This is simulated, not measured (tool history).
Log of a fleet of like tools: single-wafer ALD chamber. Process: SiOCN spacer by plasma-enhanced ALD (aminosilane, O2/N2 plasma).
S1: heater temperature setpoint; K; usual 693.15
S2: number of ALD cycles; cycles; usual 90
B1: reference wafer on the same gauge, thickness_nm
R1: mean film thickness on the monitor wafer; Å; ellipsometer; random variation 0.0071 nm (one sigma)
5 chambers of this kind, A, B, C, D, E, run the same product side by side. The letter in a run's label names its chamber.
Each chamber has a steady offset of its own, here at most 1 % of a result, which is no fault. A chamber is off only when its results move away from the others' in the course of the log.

run 1B hour=4.7 | S1=693.15 S2=90 | B1=5.0584 | R1=51.037
run 2E hour=7.8 | S1=693.15 S2=90 | B1=5.0581 | R1=51.256
run 3C hour=10.5 | S1=693.15 S2=90 | B1=5.0575 | R1=50.553
run 4A hour=13.5 | S1=693.15 S2=90 | B1=5.0581 | R1=51.280
run 5D hour=17.5 | S1=693.15 S2=90 | B1=5.0561 | R1=51.310
run 6C hour=21.0 | S1=693.15 S2=90 | B1=5.0537 | R1=50.599
run 7E hour=23.1 | S1=693.15 S2=90 | B1=5.0531 | R1=51.147
run 8A hour=27.8 | S1=693.15 S2=90 | B1=5.0529 | R1=51.192
run 9D hour=30.6 | S1=680.15 S2=74 | B1=5.0511 | R1=43.884
run 10B hour=35.1 | S1=680.15 S2=74 | B1=5.0510 | R1=43.806
run 11E hour=37.2 | S1=680.15 S2=74 | B1=5.0506 | R1=43.691
-- hour=41.3 chamber B: thermocouple changed; heater temperature recalibrated
run 12D hour=41.7 | S1=680.15 S2=74 | B1=5.0511 | R1=43.847
run 13C hour=44.2 | S1=680.15 S2=74 | B1=5.0489 | R1=43.284
run 14A hour=48.6 | S1=693.15 S2=90 | B1=5.0473 | R1=51.346
run 15B hour=53.0 | S1=693.15 S2=90 | B1=5.0469 | R1=51.033
run 16E hour=57.7 | S1=693.15 S2=90 | B1=5.0470 | R1=51.024
run 17B hour=61.9 | S1=693.15 S2=90 | B1=5.0451 | R1=51.171
run 18C hour=64.2 | S1=693.15 S2=90 | B1=5.0460 | R1=50.401
run 19D hour=66.7 | S1=693.15 S2=90 | B1=5.0441 | R1=51.164
run 20A hour=69.9 | S1=693.15 S2=90 | B1=5.0431 | R1=51.170
run 21E hour=73.7 | S1=693.15 S2=74 | B1=5.0422 | R1=42.012
run 22B hour=77.4 | S1=693.15 S2=74 | B1=5.0387 | R1=42.000
run 23D hour=81.8 | S1=693.15 S2=74 | B1=5.0400 | R1=41.969
run 24A hour=86.3 | S1=693.15 S2=74 | B1=5.0379 | R1=41.990
run 25C hour=90.4 | S1=693.15 S2=74 | B1=5.0388 | R1=41.319
run 26B hour=93.4 | S1=693.15 S2=90 | B1=5.0368 | R1=50.944
run 27E hour=97.6 | S1=693.15 S2=90 | B1=5.0363 | R1=50.964
run 28A hour=100.6 | S1=693.15 S2=90 | B1=5.0356 | R1=51.089
run 29D hour=103.0 | S1=693.15 S2=90 | B1=5.0346 | R1=51.173
run 30C hour=107.3 | S1=693.15 S2=90 | B1=5.0326 | R1=50.292
run 31E hour=110.2 | S1=693.15 S2=106 | B1=5.0328 | R1=59.986
run 32C hour=113.9 | S1=693.15 S2=106 | B1=5.0312 | R1=59.067

All 5 chambers run these settings next. Forecast each chamber's results:
run 33A hour=117.4 | S1=693.15 S2=90 | R1=?
run 33B hour=117.4 | S1=693.15 S2=90 | R1=?
run 33C hour=117.4 | S1=693.15 S2=90 | R1=?
run 33D hour=117.4 | S1=693.15 S2=90 | R1=?
run 33E hour=117.4 | S1=693.15 S2=90 | R1=?

run=33A R1=51.003
run=33B R1=50.858
run=33C R1=50.232
run=33D R1=51.026
run=33E R1=50.924

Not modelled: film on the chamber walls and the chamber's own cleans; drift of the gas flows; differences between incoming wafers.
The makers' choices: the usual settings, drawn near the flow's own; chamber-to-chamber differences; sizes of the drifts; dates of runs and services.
